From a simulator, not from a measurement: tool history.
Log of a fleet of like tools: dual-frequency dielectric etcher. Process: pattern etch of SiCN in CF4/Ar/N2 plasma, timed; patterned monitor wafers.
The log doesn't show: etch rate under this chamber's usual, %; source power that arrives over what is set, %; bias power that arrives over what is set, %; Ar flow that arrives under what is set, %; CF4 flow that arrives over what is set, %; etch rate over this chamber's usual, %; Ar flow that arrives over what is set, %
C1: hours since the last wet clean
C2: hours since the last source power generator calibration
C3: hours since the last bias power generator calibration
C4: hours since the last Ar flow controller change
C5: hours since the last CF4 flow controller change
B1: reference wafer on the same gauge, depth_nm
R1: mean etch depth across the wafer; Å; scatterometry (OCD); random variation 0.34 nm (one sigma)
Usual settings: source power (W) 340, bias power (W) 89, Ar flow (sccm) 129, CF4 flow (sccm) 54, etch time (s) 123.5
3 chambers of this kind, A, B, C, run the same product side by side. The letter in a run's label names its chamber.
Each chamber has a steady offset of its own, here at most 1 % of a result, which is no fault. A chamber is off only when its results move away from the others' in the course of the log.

Run 1B, hour 4.4: usual settings; C1 249.7; C2 2860.3; C3 647.5; C4 1087.8; C5 3061.9; B1 83.352. Result: R1 832.16 Å.
Run 2A, hour 11.2: usual settings; C1 506.1; C2 1763.0; C3 1474.8; C4 686.2; C5 1991.0; B1 83.296. Result: R1 830.82 Å.
Run 3C, hour 17.7: usual settings; C1 49.5; C2 654.8; C3 112.0; C4 368.1; C5 4551.3; B1 83.249. Result: R1 838.63 Å.
Run 4B, hour 21.4: usual settings; C1 266.7; C2 2877.3; C3 664.5; C4 1104.8; C5 3078.9; B1 83.225. Result: R1 836.80 Å.
Run 5C, hour 28.2: usual settings; C1 60.0; C2 665.3; C3 122.5; C4 378.6; C5 4561.8; B1 83.266. Result: R1 839.86 Å.
Run 6A, hour 35.3: usual settings; C1 530.2; C2 1787.1; C3 1498.9; C4 710.3; C5 2015.1; B1 83.345. Result: R1 833.28 Å.
Run 7B, hour 39.3: usual settings; C1 284.6; C2 2895.2; C3 682.4; C4 1122.7; C5 3096.8; B1 83.372. Result: R1 834.49 Å.
Run 8C, hour 45.8: usual settings but source power (W) 390; C1 77.6; C2 682.9; C3 140.1; C4 396.2; C5 4579.4; B1 83.293. Result: R1 946.02 Å.
Run 9A, hour 50.9: usual settings but source power (W) 390; C1 545.8; C2 1802.7; C3 1514.5; C4 725.9; C5 2030.7; B1 83.332. Result: R1 933.07 Å.
Run 10C, hour 56.2: usual settings but source power (W) 390; C1 88.0; C2 693.3; C3 150.5; C4 406.6; C5 4589.8; B1 83.418. Result: R1 952.98 Å.
Run 11A, hour 61.2: usual settings; C1 556.1; C2 1813.0; C3 1524.8; C4 736.2; C5 2041.0; B1 83.355. Result: R1 829.54 Å.
Run 12B, hour 67.2: usual settings; C1 312.5; C2 2923.1; C3 710.3; C4 1150.6; C5 3124.7; B1 83.275. Result: R1 829.16 Å.
Run 13B, hour 70.8: usual settings; C1 316.1; C2 2926.7; C3 713.9; C4 1154.2; C5 3128.3; B1 83.320. Result: R1 830.14 Å.
Run 14C, hour 77.6: usual settings; C1 109.4; C2 714.7; C3 171.9; C4 428.0; C5 4611.2; B1 83.190. Result: R1 839.41 Å.
Run 15A, hour 84.7: usual settings; C1 579.6; C2 1836.5; C3 1548.3; C4 759.7; C5 2064.5; B1 83.366. Result: R1 823.19 Å.
Run 16C, hour 92.3: usual settings; C1 124.1; C2 729.4; C3 186.6; C4 442.7; C5 4625.9; B1 83.324. Result: R1 839.87 Å.
Run 17A, hour 100.0: usual settings; C1 594.9; C2 1851.8; C3 1563.6; C4 775.0; C5 2079.8; B1 83.255. Result: R1 829.29 Å.
Run 18B, hour 105.1: usual settings; C1 350.4; C2 2961.0; C3 748.2; C4 1188.5; C5 3162.6; B1 83.364. Result: R1 827.71 Å.
Run 19A, hour 110.0: usual settings; C1 604.9; C2 1861.8; C3 1573.6; C4 785.0; C5 2089.8; B1 83.320. Result: R1 834.24 Å.
Run 20B, hour 114.7: usual settings; C1 360.0; C2 2970.6; C3 757.8; C4 1198.1; C5 3172.2; B1 83.294. Result: R1 823.27 Å.
Run 21C, hour 119.3: usual settings; C1 151.1; C2 756.4; C3 213.6; C4 469.7; C5 4652.9; B1 83.324. Result: R1 838.97 Å.
At hour 125.3: chamber A: wet clean of the chamber.
Run 22B, hour 125.7: usual settings; C1 371.0; C2 2981.6; C3 768.8; C4 1209.1; C5 3183.2; B1 83.304. Result: R1 833.87 Å.
Run 23A, hour 130.1: usual settings; C1 4.9; C2 1881.9; C3 1593.7; C4 805.1; C5 2109.9; B1 83.296. Result: R1 791.41 Å.
Run 24C, hour 134.4: usual settings but bias power (W) 96, Ar flow (sccm) 142; C1 166.2; C2 771.5; C3 228.7; C4 484.8; C5 4668.0; B1 83.283. Result: R1 857.65 Å.
Run 25A, hour 141.9: usual settings but bias power (W) 96, Ar flow (sccm) 142; C1 16.7; C2 1893.7; C3 1605.5; C4 816.9; C5 2121.7; B1 83.348. Result: R1 815.16 Å.
Run 26C, hour 147.1: usual settings but bias power (W) 96, Ar flow (sccm) 142; C1 178.9; C2 784.2; C3 241.4; C4 497.5; C5 4680.7; B1 83.313. Result: R1 856.15 Å.
Run 27B, hour 153.8: usual settings but bias power (W) 107, etch time (s) 149.0; C1 399.1; C2 3009.7; C3 796.9; C4 1237.2; C5 3211.3; B1 83.323. Result: R1 1077.00 Å.
Run 28C, hour 157.6: usual settings but bias power (W) 107, etch time (s) 149.0; C1 189.4; C2 794.7; C3 251.9; C4 508.0; C5 4691.2; B1 83.345. Result: R1 1094.60 Å.
Run 29B, hour 163.8: usual settings but bias power (W) 107, etch time (s) 149.0; C1 409.1; C2 3019.7; C3 806.9; C4 1247.2; C5 3221.3; B1 83.251. Result: R1 1070.70 Å.
Run 30A, hour 171.3: usual settings; C1 46.1; C2 1923.1; C3 1634.9; C4 846.3; C5 2151.1; B1 83.248. Result: R1 796.53 Å.
Run 31C, hour 177.4: usual settings; C1 209.2; C2 814.5; C3 271.7; C4 527.8; C5 4711.0; B1 83.192. Result: R1 838.63 Å.
Run 32A, hour 184.2: usual settings; C1 59.0; C2 1936.0; C3 1647.8; C4 859.2; C5 2164.0; B1 83.293. Result: R1 794.39 Å.
At hour 187.9: chamber B: wet clean of the chamber.
Run 33B, hour 188.5: usual settings; C1 0.7; C2 3044.4; C3 831.6; C4 1271.9; C5 3246.0; B1 83.359. Result: R1 829.58 Å.
Run 34B, hour 194.2: usual settings; C1 6.4; C2 3050.1; C3 837.3; C4 1277.6; C5 3251.7; B1 83.276. Result: R1 830.61 Å.
Run 35A, hour 198.5: usual settings; C1 73.3; C2 1950.3; C3 1662.1; C4 873.5; C5 2178.3; B1 83.328. Result: R1 796.88 Å.
Run 36C, hour 205.4: usual settings; C1 237.2; C2 842.5; C3 299.7; C4 555.8; C5 4739.0; B1 83.278. Result: R1 839.20 Å.
Run 37A, hour 209.4: usual settings; C1 84.2; C2 1961.2; C3 1673.0; C4 884.4; C5 2189.2; B1 83.294. Result: R1 791.17 Å.

Next, every chamber runs the same settings. What will each give?
Run 38A, hour 214.9: usual settings but bias power (W) 77. Result: R1 ?.
Run 38B, hour 214.9: usual settings but bias power (W) 77. Result: R1 ?.
Run 38C, hour 214.9: usual settings but bias power (W) 77. Result: R1 ?.

run      R1
38A  746.56
38B  785.15
38C  796.96

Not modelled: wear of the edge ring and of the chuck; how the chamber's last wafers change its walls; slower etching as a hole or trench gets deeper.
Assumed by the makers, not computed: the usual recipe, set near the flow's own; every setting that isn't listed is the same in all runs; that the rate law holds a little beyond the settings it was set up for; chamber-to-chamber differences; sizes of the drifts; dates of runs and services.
